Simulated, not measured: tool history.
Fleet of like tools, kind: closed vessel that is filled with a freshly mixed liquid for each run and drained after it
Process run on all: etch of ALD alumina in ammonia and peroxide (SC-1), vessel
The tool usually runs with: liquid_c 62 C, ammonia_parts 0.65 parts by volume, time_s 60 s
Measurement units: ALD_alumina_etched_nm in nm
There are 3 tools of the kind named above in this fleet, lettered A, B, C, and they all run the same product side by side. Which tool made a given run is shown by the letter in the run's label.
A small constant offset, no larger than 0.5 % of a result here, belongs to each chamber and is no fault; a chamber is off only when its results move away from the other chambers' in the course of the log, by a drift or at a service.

run   hour  liquid_c  ammonia_parts  time_s  read-back film thickness of the ALD alumina reference wafer, read on the same gauge (nm)  ALD_alumina_etched_nm
 1B   15.6        62           0.65      60                                                                                    60.032                 4.7663
 2A   30.3        62           0.65      60                                                                                    60.027                 4.7339
 3C   41.4        62           0.65      60                                                                                    60.027                 4.7573
 4B   49.5        62           0.65      60                                                                                    59.989                 4.6984
 5C   62.1        62           0.65      60                                                                                    60.061                 4.6913
 6A   69.3        62           0.65      60                                                                                    60.027                 4.7248
 7A     85        62           0.65      60                                                                                     60.02                 4.6566
 8B   99.4        62           0.65      60                                                                                    60.002                  4.755
 9C  110.6        62           0.65      60                                                                                     60.04                 4.7392
10C  121.3        62           0.65      60                                                                                    59.978                  4.732
11A  132.6        62            0.5      50                                                                                     60.04                 3.7959
12B  141.8        62            0.5      50                                                                                    59.996                 3.8416
13A  151.2        62            0.5      50                                                                                    60.001                 3.8515
     160.6  -- chamber C: new drum of ammonia solution connected
14B  164.1        65           0.65      30                                                                                    59.994                  2.746
15C  174.7        65           0.65      30                                                                                    60.027                 2.7399
16A  190.5        65           0.65      30                                                                                    60.046                 2.7016
17B  204.8        62           0.65      60                                                                                    60.011                 4.7075
18C  214.6        62           0.65      60                                                                                    59.951                 4.6821
19C  227.3        62           0.65      60                                                                                    59.984                 4.7232
20A  241.2        62           0.65      60                                                                                    59.993                 4.6573
     242.6  -- chamber B: thermometer replaced
21B  249.3      56.5           0.45      60                                                                                    60.024                  3.486
22B    265      56.5           0.45      60                                                                                    60.047                 3.4403
23C  276.8      56.5           0.45      60                                                                                    59.992                 3.4419
     277.8  -- chamber C: ammonia flow meter replaced
24A  285.5        62           0.65      60                                                                                    60.041                 4.5706
25C  300.8        62           0.65      60                                                                                    59.988                 4.7431
26A    315        62           0.65      60                                                                                    59.987                 4.5444
27B  328.6        62           0.65      60                                                                                    59.992                 4.7504
28C  339.4        62           0.65      60                                                                                    60.014                  4.724
29A  346.7        62           0.65      60                                                                                    59.966                 4.5825
30B  355.1        62           0.65      60                                                                                    60.022                 4.7169
31C  365.2        62           0.65      60                                                                                    59.994                 4.7258
32B  375.9      53.5           0.65      70                                                                                    60.047                 3.5777
33A  386.2      53.5           0.65      70                                                                                    60.023                 3.3774
34A  395.4      53.5           0.65      70                                                                                    59.974                  3.352

All chambers now run identical settings, listed one chamber a line with results as question marks. What results will each chamber show?
35A   407        62           0.65      60                                                                                                                ?
35B   407        62           0.65      60                                                                                                                ?
35C   407        62           0.65      60                                                                                                                ?

run  ALD_alumina_etched_nm
35A                 4.5212
35B                 4.7132
35C                 4.7379

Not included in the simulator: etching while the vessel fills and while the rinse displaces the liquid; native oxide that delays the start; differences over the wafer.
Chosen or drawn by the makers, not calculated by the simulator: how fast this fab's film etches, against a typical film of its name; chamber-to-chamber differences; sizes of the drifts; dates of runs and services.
